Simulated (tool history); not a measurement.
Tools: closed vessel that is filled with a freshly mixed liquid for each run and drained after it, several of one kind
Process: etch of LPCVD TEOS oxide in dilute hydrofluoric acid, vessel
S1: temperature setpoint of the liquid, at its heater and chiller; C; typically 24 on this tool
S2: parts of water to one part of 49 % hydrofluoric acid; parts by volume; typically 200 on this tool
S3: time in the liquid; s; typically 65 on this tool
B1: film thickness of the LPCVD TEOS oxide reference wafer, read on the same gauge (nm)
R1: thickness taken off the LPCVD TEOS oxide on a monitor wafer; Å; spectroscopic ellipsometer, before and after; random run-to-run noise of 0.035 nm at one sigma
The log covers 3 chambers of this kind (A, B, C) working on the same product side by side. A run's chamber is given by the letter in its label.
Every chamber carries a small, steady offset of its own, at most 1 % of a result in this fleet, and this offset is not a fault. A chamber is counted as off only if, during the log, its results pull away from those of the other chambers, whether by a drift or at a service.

run,hour,S1,S2,S3,B1,R1
1A,9.4,24,200,65,140.04,67.548
2C,14.3,24,200,65,139.99,66.834
3B,24.6,24,200,65,139.99,67.71
4C,34.3,24,200,65,140.03,67.602
5A,44.9,24,200,65,139.96,67.103
6B,52.8,24,200,65,140.01,67.324
7A,63.3,24,200,65,139.97,67.219
# hour 65: chamber A: hydrofluoric acid flow meter replaced
8C,71.3,24,200,65,139.98,67.239
9B,79.5,24,200,65,139.95,67.519
10A,87.4,27.5,200,40,140,46.698
11C,97,27.5,200,40,139.98,46.653
12B,102.1,27.5,200,40,140.02,47.115
13B,112.4,24,200,65,140,67.403
14C,122.3,24,200,65,139.97,67.531
15A,131.4,24,200,65,140.02,67.78
16A,136.2,24,200,65,139.96,67.947
17B,143.6,24,200,65,139.98,67.656
# hour 148.6: chamber C: thermometer replaced
18C,148.8,24,200,65,140.01,67.061
19A,157.3,24,200,65,140.03,68.025
20B,167.2,24,200,65,140,66.903
21C,172.5,24,200,65,140.03,67.622
22B,177.6,24,200,40,139.99,41.412
23C,187.3,24,200,40,140.02,41.21
24A,194.3,24,200,40,140.03,41.778
25C,199.4,24,200,65,140,66.632
26B,205.1,24,200,65,139.95,67.182
27A,211.5,24,200,65,139.99,68.453
28A,219.9,24,200,65,140.01,68.951
29B,225,24,200,65,139.95,67.483
30C,233.5,24,200,65,140.01,66.777
31B,238.6,24,200,65,140,67.769
32A,248.7,24,200,65,140.01,68.541
33C,256.1,24,200,65,139.94,67.114
34A,260.8,24,200,65,140,69.57
35B,266.2,24,200,40,139.99,41.366
36C,272.6,24,200,40,140,41.518

Each of the 3 chambers runs these same settings next. Fill in every chamber's results:
37A,280.3,26,200,65,,?
37B,280.3,26,200,65,,?
37C,280.3,26,200,65,,?

run,R1
37A,74.53
37B,73.035
37C,72.186

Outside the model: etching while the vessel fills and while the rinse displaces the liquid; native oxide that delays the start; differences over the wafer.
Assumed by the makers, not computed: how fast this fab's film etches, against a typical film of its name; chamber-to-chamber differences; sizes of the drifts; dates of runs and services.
